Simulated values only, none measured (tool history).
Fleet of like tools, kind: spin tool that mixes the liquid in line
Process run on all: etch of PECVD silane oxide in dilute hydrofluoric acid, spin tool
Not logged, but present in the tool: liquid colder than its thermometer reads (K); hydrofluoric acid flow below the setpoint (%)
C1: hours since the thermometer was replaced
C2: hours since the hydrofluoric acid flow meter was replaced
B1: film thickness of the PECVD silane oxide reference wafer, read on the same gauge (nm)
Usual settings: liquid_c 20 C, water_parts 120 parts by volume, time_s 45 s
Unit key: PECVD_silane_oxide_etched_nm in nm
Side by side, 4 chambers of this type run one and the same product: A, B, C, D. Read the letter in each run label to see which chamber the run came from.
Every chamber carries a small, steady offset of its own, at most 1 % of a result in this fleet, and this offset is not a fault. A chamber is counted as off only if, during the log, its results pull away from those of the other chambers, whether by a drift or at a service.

Run 1C, hour 6: usual settings; C1 570.1; C2 201.8; B1 109.98. Result: PECVD_silane_oxide_etched_nm 6.7962 nm.
Run 2A, hour 10.3: usual settings; C1 1556.9; C2 52.3; B1 109.99. Result: PECVD_silane_oxide_etched_nm 6.7413 nm.
Run 3D, hour 13.6: usual settings; C1 389.2; C2 157.8; B1 110. Result: PECVD_silane_oxide_etched_nm 6.6945 nm.
Run 4B, hour 19.7: usual settings; C1 659.1; C2 475.2; B1 109.98. Result: PECVD_silane_oxide_etched_nm 6.7552 nm.
Run 5A, hour 25.2: usual settings; C1 1571.8; C2 67.2; B1 110.02. Result: PECVD_silane_oxide_etched_nm 6.7766 nm.
Run 6B, hour 29.5: usual settings; C1 668.9; C2 485; B1 109.99. Result: PECVD_silane_oxide_etched_nm 6.736 nm.
Run 7C, hour 32.4: usual settings; C1 596.5; C2 228.2; B1 110. Result: PECVD_silane_oxide_etched_nm 6.7651 nm.
Run 8D, hour 36: usual settings; C1 411.6; C2 180.2; B1 110.01. Result: PECVD_silane_oxide_etched_nm 6.6967 nm.
Run 9C, hour 40.2: usual settings; C1 604.3; C2 236; B1 110.01. Result: PECVD_silane_oxide_etched_nm 6.8022 nm.
Run 10D, hour 45: usual settings; C1 420.6; C2 189.2; B1 109.96. Result: PECVD_silane_oxide_etched_nm 6.7176 nm.
Run 11B, hour 51.4: usual settings but liquid_c 17 C, time_s 65 s; C1 690.8; C2 506.9; B1 109.99. Result: PECVD_silane_oxide_etched_nm 8.5672 nm.
Run 12A, hour 57.9: usual settings but liquid_c 17 C, time_s 65 s; C1 1604.5; C2 99.9; B1 109.99. Result: PECVD_silane_oxide_etched_nm 8.6024 nm.
Run 13B, hour 62.7: usual settings but liquid_c 17 C, time_s 65 s; C1 702.1; C2 518.2; B1 110.01. Result: PECVD_silane_oxide_etched_nm 8.5828 nm.
Run 14A, hour 68.4: usual settings but liquid_c 17 C, time_s 65 s; C1 1615; C2 110.4; B1 110.01. Result: PECVD_silane_oxide_etched_nm 8.6575 nm.
Run 15C, hour 71.6: usual settings; C1 635.7; C2 267.4; B1 110. Result: PECVD_silane_oxide_etched_nm 6.6952 nm.
Run 16D, hour 76.3: usual settings but water_parts 145 parts by volume; C1 451.9; C2 220.5; B1 109.97. Result: PECVD_silane_oxide_etched_nm 5.3632 nm.
Run 17A, hour 81.4: usual settings but water_parts 145 parts by volume; C1 1628; C2 123.4; B1 110. Result: PECVD_silane_oxide_etched_nm 5.4572 nm.
Run 18D, hour 85.8: usual settings but water_parts 145 parts by volume; C1 461.4; C2 230; B1 110. Result: PECVD_silane_oxide_etched_nm 5.4022 nm.
Run 19C, hour 91.1: usual settings but water_parts 145 parts by volume; C1 655.2; C2 286.9; B1 109.98. Result: PECVD_silane_oxide_etched_nm 5.4215 nm.
Run 20B, hour 96: usual settings; C1 735.4; C2 551.5; B1 109.97. Result: PECVD_silane_oxide_etched_nm 6.7975 nm.
Run 21B, hour 101.2: usual settings but time_s 65 s; C1 740.6; C2 556.7; B1 109.98. Result: PECVD_silane_oxide_etched_nm 9.7446 nm.
Run 22A, hour 105.6: usual settings but time_s 65 s; C1 1652.2; C2 147.6; B1 110.02. Result: PECVD_silane_oxide_etched_nm 9.7185 nm.
Run 23D, hour 108.9: usual settings but time_s 65 s; C1 484.5; C2 253.1; B1 109.99. Result: PECVD_silane_oxide_etched_nm 9.6687 nm.
Run 24C, hour 114.1: usual settings but time_s 65 s; C1 678.2; C2 309.9; B1 110.01. Result: PECVD_silane_oxide_etched_nm 9.58 nm.
Run 25D, hour 117: usual settings but liquid_c 24.5 C; C1 492.6; C2 261.2; B1 110.02. Result: PECVD_silane_oxide_etched_nm 8.0722 nm.
At hour 121.7: chamber B: hydrofluoric acid flow meter replaced.
Run 26B, hour 122.7: usual settings but liquid_c 24.5 C; C1 762.1; C2 1.1; B1 109.98. Result: PECVD_silane_oxide_etched_nm 8.029 nm.
Run 27A, hour 127.9: usual settings but liquid_c 24.5 C; C1 1674.5; C2 169.9; B1 109.99. Result: PECVD_silane_oxide_etched_nm 8.1342 nm.
Run 28C, hour 133.6: usual settings but liquid_c 24.5 C; C1 697.7; C2 329.4; B1 109.99. Result: PECVD_silane_oxide_etched_nm 7.8858 nm.
Run 29D, hour 139.9: usual settings; C1 515.5; C2 284.1; B1 109.99. Result: PECVD_silane_oxide_etched_nm 6.6722 nm.
Run 30A, hour 145.2: usual settings; C1 1691.8; C2 187.2; B1 109.99. Result: PECVD_silane_oxide_etched_nm 6.7843 nm.
Run 31B, hour 148.5: usual settings; C1 787.9; C2 26.9; B1 110.02. Result: PECVD_silane_oxide_etched_nm 6.7728 nm.

All 4 chambers run these settings next. Forecast each chamber's results:
Run 32A, hour 153.3: usual settings but time_s 65 s. Result: PECVD_silane_oxide_etched_nm ?.
Run 32B, hour 153.3: usual settings but time_s 65 s. Result: PECVD_silane_oxide_etched_nm ?.
Run 32C, hour 153.3: usual settings but time_s 65 s. Result: PECVD_silane_oxide_etched_nm ?.
Run 32D, hour 153.3: usual settings but time_s 65 s. Result: PECVD_silane_oxide_etched_nm ?.

run  PECVD_silane_oxide_etched_nm
32A                        9.7612
32B                        9.7367
32C                        9.4945
32D                        9.7149
